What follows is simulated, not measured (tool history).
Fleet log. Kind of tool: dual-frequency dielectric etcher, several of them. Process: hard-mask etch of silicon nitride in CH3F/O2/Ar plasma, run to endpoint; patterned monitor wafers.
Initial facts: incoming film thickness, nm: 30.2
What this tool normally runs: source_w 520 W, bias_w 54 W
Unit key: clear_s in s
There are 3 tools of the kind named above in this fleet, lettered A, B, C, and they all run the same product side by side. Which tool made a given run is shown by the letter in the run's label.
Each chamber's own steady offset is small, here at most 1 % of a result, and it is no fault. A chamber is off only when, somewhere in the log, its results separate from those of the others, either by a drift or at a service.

run	hour	source_w	bias_w	hours since the last wet clean	hours since the last source power generator calibration	hours since the last bias power generator calibration	clear_s
1B	7.4	520	54	141	203.5	986.5	43.544
2C	19.6	520	54	369.9	1271.3	2751.2	42.78
3A	26.3	520	54	137.9	224.8	1392.2	43.553
4B	34	520	54	167.6	230.1	1013.1	43.727
5C	47.9	520	54	398.2	1299.6	2779.5	43.291
6A	55.1	520	54	166.7	253.6	1421	43.248
7B	62.3	410	54	195.9	258.4	1041.4	47.811
8A	72.9	410	54	184.5	271.4	1438.8	47.276
9C	87.6	410	54	437.9	1339.3	2819.2	47.079
10A	102.5	520	54	214.1	301	1468.4	43.185
11C	114	520	54	464.3	1365.7	2845.6	42.778
# hour 126.8: chamber C: wet clean of the chamber
12B	127.1	520	54	260.7	323.2	1106.2	43.001
13B	139	590	54	272.6	335.1	1118.1	41.02
14A	147.4	590	54	259	345.9	1513.3	40.55
15C	161.2	590	54	34.4	1412.9	2892.8	43.448
16A	167.9	520	54	279.5	366.4	1533.8	43.368
17B	178.7	520	54	312.3	374.8	1157.8	44.023
18C	189.8	520	54	63	1441.5	2921.4	45.248
19C	204.2	640	54	77.4	1455.9	2935.8	41.644
20B	216.2	640	54	349.8	412.3	1195.3	40.281
21A	230.1	640	54	341.7	428.6	1596	39.727

Next, every chamber runs the same settings. What will each give?
22A	240.9	390	54				?
22B	240.9	390	54				?
22C	240.9	390	54				?

run	clear_s
22A	48.265
22B	49.059
22C	50.522
